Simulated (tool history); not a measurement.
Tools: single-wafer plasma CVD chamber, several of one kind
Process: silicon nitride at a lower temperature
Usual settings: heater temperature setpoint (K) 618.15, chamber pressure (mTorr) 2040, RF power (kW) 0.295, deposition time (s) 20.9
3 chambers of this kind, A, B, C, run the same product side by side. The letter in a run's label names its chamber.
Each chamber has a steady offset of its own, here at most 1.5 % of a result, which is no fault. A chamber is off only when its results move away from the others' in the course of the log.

run,hour,heater temperature setpoint (K),chamber pressure (mTorr),RF power (kW),deposition time (s),"read-back reference wafer on the same gauge, thickness_nm",mean film thickness on the monitor wafer (Å)
1B,6.3,618.15,2040,0.295,20.9,22.093,261.85
2A,10.3,618.15,2040,0.295,20.9,22.103,259.54
3C,16.4,618.15,2040,0.295,20.9,22.093,259.36
4C,22.4,618.15,2040,0.295,20.9,22.093,259.17
5B,28.5,618.15,2040,0.295,20.9,22.094,261.63
6A,36.2,618.15,2040,0.295,20.9,22.112,258.72
7B,44.1,618.15,2040,0.295,20.9,22.105,263.53
8C,50.5,618.15,2040,0.295,20.9,22.108,259.70
9A,56.5,618.15,2040,0.295,20.9,22.101,259.44
10A,65.3,618.15,2040,0.295,20.9,22.105,259.73
11C,73.3,618.15,2040,0.295,20.9,22.101,257.00
12B,79.2,618.15,2040,0.295,20.9,22.097,263.13
13A,84.6,618.15,2040,0.295,20.9,22.093,259.76
14C,90.3,618.15,2040,0.295,20.9,22.105,256.36
15B,95.5,618.15,2040,0.295,19.2,22.099,241.24
16A,101.4,618.15,2040,0.295,19.2,22.109,237.97
17C,106.9,618.15,2040,0.295,19.2,22.103,234.39
18B,114.3,618.15,2040,0.295,20.9,22.112,261.91
19B,118.6,618.15,2040,0.295,20.9,22.099,262.16
20C,126.2,618.15,2040,0.295,20.9,22.100,253.98

Next, every chamber runs the same settings. What will each give?
21A,132.6,618.15,2040,0.270,20.9,,?
21B,132.6,618.15,2040,0.270,20.9,,?
21C,132.6,618.15,2040,0.270,20.9,,?

run,mean film thickness on the monitor wafer (Å)
21A,243.13
21B,246.84
21C,238.59
